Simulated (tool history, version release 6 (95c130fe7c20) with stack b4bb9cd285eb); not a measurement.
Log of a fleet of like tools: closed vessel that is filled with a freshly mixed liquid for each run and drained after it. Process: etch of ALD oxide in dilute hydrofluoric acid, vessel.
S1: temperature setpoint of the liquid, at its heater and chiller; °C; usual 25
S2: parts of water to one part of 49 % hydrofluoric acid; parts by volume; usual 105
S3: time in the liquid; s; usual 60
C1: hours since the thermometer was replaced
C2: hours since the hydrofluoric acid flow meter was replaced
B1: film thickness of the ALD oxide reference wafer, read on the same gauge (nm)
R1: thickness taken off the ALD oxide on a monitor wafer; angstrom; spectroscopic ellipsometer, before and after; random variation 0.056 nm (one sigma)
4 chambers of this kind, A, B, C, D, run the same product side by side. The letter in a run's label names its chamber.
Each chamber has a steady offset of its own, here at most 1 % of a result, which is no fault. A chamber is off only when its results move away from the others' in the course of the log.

run,hour,S1,S2,S3,C1,C2,B1,R1
1D,8.6,25,105,60,244.4,92.2,69.989,174.03
2B,13.8,25,105,60,217.8,374.3,69.999,175.16
3A,18.4,25,105,60,2242.4,782.2,70.015,175.15
4C,26.3,25,105,60,1131.9,1619,69.985,173.77
5C,31.4,25,105,60,1137,1624.1,69.969,172.85
6B,38,25,105,60,242,398.5,69.984,172.89
7D,42.5,25,105,60,278.3,126.1,69.981,173.19
8A,48.2,25,105,60,2272.2,812,69.983,176.37
9C,52.6,21.5,105,60,1158.2,1645.3,70.025,150.42
10D,59.8,21.5,105,60,295.6,143.4,70.003,151.32
11B,65.8,21.5,105,60,269.8,426.3,70.003,150.5
12A,71,21.5,105,60,2295,834.8,69.988,152.73
13D,79.7,25,105,60,315.5,163.3,70.008,173.36
14C,85.5,25,105,60,1191.1,1678.2,70.013,173.86
15A,93.9,25,105,60,2317.9,857.7,70.005,174.11
16B,98.8,25,105,60,302.8,459.3,70.013,170.57
17C,106,25,105,60,1211.6,1698.7,70.02,173.59
18B,110.2,25,105,60,314.2,470.7,69.978,171.48
19A,116.4,25,105,60,2340.4,880.2,70.022,174.8
20D,123.5,25,105,60,359.3,207.1,69.959,173.79
21B,128.7,26.5,105,30,332.7,489.2,70.026,90.458
22D,132.8,26.5,105,30,368.6,216.4,69.981,92.068
# hour 137.7: chamber A: thermometer replaced
23A,140,26.5,105,30,2.4,903.8,69.999,93.066
24C,148,26.5,105,30,1253.6,1740.7,70.031,92.237
25C,153.3,25,105,60,1258.9,1746,70.002,173.41
26A,158.9,25,105,60,21.3,922.7,70.016,175.05
27B,163.7,25,65,60,367.7,524.2,70.003,285.59
28D,169.9,25,65,60,405.7,253.5,70.009,298.07
29A,178.2,25,65,60,40.6,942,69.981,294.97
30C,186.1,25,65,60,1291.7,1778.8,69.982,295.16
31B,191.4,25,105,60,395.4,551.9,70,168.41
32D,198.4,25,105,60,434.2,282,70.008,173.89
33D,204.6,25,105,60,440.4,288.2,70.004,173.7
34A,210.2,25,105,60,72.6,974,69.984,175.18
35B,216.9,25,105,90,420.9,577.4,69.994,250.94
36C,223,25,105,90,1328.6,1815.7,70.004,260.65
37D,230.8,25,105,90,466.6,314.4,69.97,260.6

What goes on in this fleet: one chamber off, a drifting gauge, or nothing beyond the chambers' own small offsets? Name the chamber and the cause, if any.

Chamber B drifts away from the others.
Cause: hydrofluoric acid flow below the setpoint (%) = 3.67.
The log may not tell that from: liquid colder than its thermometer reads (K).

Here are 4 candidates for chamber B's next run, each the usual settings with a change, their results left as question marks. Which one brings its results back in line with what the others give on the usual settings?
In line means no further than this from the other chambers' mean on the usual settings: R1 2 angstrom
38B-1,237.1,24,105,60,,,,?
38B-2,237.1,24.5,105,60,,,,?
38B-3,237.1,26,105,60,,,,?
38B-4,237.1,25.5,105,60,,,,?

The other chambers' mean on the usual settings: R1 174.1 angstrom
run,R1
38B-1,160.54
38B-2,163.73
38B-3,173.56
38B-4,170.24
38B-3 brings the chamber back in line.
